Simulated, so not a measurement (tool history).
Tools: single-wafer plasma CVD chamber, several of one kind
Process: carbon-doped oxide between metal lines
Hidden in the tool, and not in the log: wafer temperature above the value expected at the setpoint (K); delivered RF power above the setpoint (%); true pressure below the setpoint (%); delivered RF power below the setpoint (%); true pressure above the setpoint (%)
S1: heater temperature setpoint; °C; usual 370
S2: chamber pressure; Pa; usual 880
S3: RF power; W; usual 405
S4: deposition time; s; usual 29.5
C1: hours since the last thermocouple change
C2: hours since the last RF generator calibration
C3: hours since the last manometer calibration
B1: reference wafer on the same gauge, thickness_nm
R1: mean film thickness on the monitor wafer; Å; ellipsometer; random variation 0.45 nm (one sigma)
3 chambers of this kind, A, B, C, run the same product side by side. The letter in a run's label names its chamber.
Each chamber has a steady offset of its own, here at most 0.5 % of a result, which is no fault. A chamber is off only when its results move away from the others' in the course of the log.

run 1A hour=3.9 | S1=370 S2=880 S3=405 S4=29.5 | C1=374.1 C2=654.6 C3=1078.4 | B1=130.99 | R1=1282.3
run 2B hour=8.3 | S1=370 S2=880 S3=405 S4=29.5 | C1=844.2 C2=733.7 C3=1054.6 | B1=131.02 | R1=1277.3
run 3C hour=12.7 | S1=370 S2=880 S3=405 S4=29.5 | C1=2184.6 C2=161.7 C3=612.5 | B1=131 | R1=1282.9
run 4C hour=16.3 | S1=370 S2=880 S3=405 S4=29.5 | C1=2188.2 C2=165.3 C3=616.1 | B1=130.94 | R1=1291.3
run 5A hour=22 | S1=370 S2=880 S3=405 S4=29.5 | C1=392.2 C2=672.7 C3=1096.5 | B1=131 | R1=1281.2
run 6B hour=28.4 | S1=370 S2=880 S3=405 S4=29.5 | C1=864.3 C2=753.8 C3=1074.7 | B1=131.06 | R1=1275.4
run 7C hour=34.5 | S1=370 S2=880 S3=405 S4=29.5 | C1=2206.4 C2=183.5 C3=634.3 | B1=130.94 | R1=1279.7
run 8B hour=40 | S1=370 S2=880 S3=405 S4=29.5 | C1=875.9 C2=765.4 C3=1086.3 | B1=131.04 | R1=1269.2
run 9A hour=45.7 | S1=361 S2=880 S3=405 S4=29.5 | C1=415.9 C2=696.4 C3=1120.2 | B1=131.05 | R1=1306.8
run 10B hour=49.3 | S1=361 S2=880 S3=405 S4=29.5 | C1=885.2 C2=774.7 C3=1095.6 | B1=131.1 | R1=1307.1
run 11C hour=52.8 | S1=361 S2=880 S3=405 S4=29.5 | C1=2224.7 C2=201.8 C3=652.6 | B1=130.97 | R1=1317.5
run 12A hour=59.4 | S1=370 S2=880 S3=405 S4=29.5 | C1=429.6 C2=710.1 C3=1133.9 | B1=131.02 | R1=1282.4
run 13C hour=65.3 | S1=370 S2=880 S3=405 S4=29.5 | C1=2237.2 C2=214.3 C3=665.1 | B1=131.01 | R1=1273
run 14B hour=70.5 | S1=370 S2=880 S3=405 S4=29.5 | C1=906.4 C2=795.9 C3=1116.8 | B1=131 | R1=1263
run 15A hour=75.8 | S1=370 S2=880 S3=405 S4=29.5 | C1=446 C2=726.5 C3=1150.3 | B1=130.98 | R1=1275.2
run 16C hour=82.3 | S1=370 S2=880 S3=405 S4=29.5 | C1=2254.2 C2=231.3 C3=682.1 | B1=130.96 | R1=1279
run 17A hour=86.3 | S1=370 S2=880 S3=405 S4=29.5 | C1=456.5 C2=737 C3=1160.8 | B1=130.95 | R1=1287.3
run 18B hour=91 | S1=370 S2=880 S3=405 S4=29.5 | C1=926.9 C2=816.4 C3=1137.3 | B1=131.1 | R1=1259.4
run 19B hour=95.2 | S1=370 S2=880 S3=405 S4=29.5 | C1=931.1 C2=820.6 C3=1141.5 | B1=131.03 | R1=1244
run 20C hour=99.9 | S1=370 S2=880 S3=405 S4=29.5 | C1=2271.8 C2=248.9 C3=699.7 | B1=130.87 | R1=1279.2
run 21A hour=106.9 | S1=370 S2=880 S3=405 S4=29.5 | C1=477.1 C2=757.6 C3=1181.4 | B1=130.94 | R1=1285.6
run 22C hour=110.1 | S1=362 S2=880 S3=405 S4=32.2 | C1=2282 C2=259.1 C3=709.9 | B1=131.01 | R1=1418.6
run 23B hour=114 | S1=362 S2=880 S3=405 S4=32.2 | C1=949.9 C2=839.4 C3=1160.3 | B1=130.96 | R1=1386.8
run 24A hour=118.3 | S1=362 S2=880 S3=405 S4=32.2 | C1=488.5 C2=769 C3=1192.8 | B1=131.1 | R1=1422.9
run 25C hour=122.6 | S1=370 S2=880 S3=405 S4=29.5 | C1=2294.5 C2=271.6 C3=722.4 | B1=130.99 | R1=1275
run 26A hour=127.2 | S1=370 S2=880 S3=405 S4=29.5 | C1=497.4 C2=777.9 C3=1201.7 | B1=130.94 | R1=1280.8
run 27B hour=132.6 | S1=370 S2=880 S3=405 S4=29.5 | C1=968.5 C2=858 C3=1178.9 | B1=131.06 | R1=1240.9
run 28C hour=136.7 | S1=370 S2=880 S3=405 S4=29.5 | C1=2308.6 C2=285.7 C3=736.5 | B1=131.13 | R1=1283.9
run 29B hour=142.7 | S1=370 S2=880 S3=405 S4=29.5 | C1=978.6 C2=868.1 C3=1189 | B1=130.96 | R1=1237.2
run 30A hour=149.2 | S1=370 S2=880 S3=405 S4=29.5 | C1=519.4 C2=799.9 C3=1223.7 | B1=130.95 | R1=1278.9
run 31A hour=152.9 | S1=370 S2=880 S3=405 S4=29.5 | C1=523.1 C2=803.6 C3=1227.4 | B1=130.97 | R1=1283.3

Is one chamber off against the others, does the gauge drift, or is nothing wrong? If a chamber is off, say which, and what the likeliest cause is.

Chamber B drifts away from the others.
Cause: delivered RF power below the setpoint (%) = 4.62.

Here are 4 candidates for chamber B's next run, each the usual settings with a change, their results left as question marks. Which one brings its results back in line with what the others give on the usual settings?
In line means no further than this from the other chambers' mean on the usual settings: R1 16 Å
run 32B-1 hour=158.2 | S1=370 S2=880 S3=410 S4=29.8 | R1=?
run 32B-2 hour=158.2 | S1=370 S2=880 S3=405 S4=28.3 | R1=?
run 32B-3 hour=158.2 | S1=370 S2=879 S3=405 S4=29 | R1=?
run 32B-4 hour=158.2 | S1=358 S2=987 S3=405 S4=29.5 | R1=?

The other chambers' mean on the usual settings: R1 1280.9 Å
run=32B-1 R1=1255.4
run=32B-2 R1=1182.3
run=32B-3 R1=1211
run=32B-4 R1=1278.1
32B-4 brings the chamber back in line.
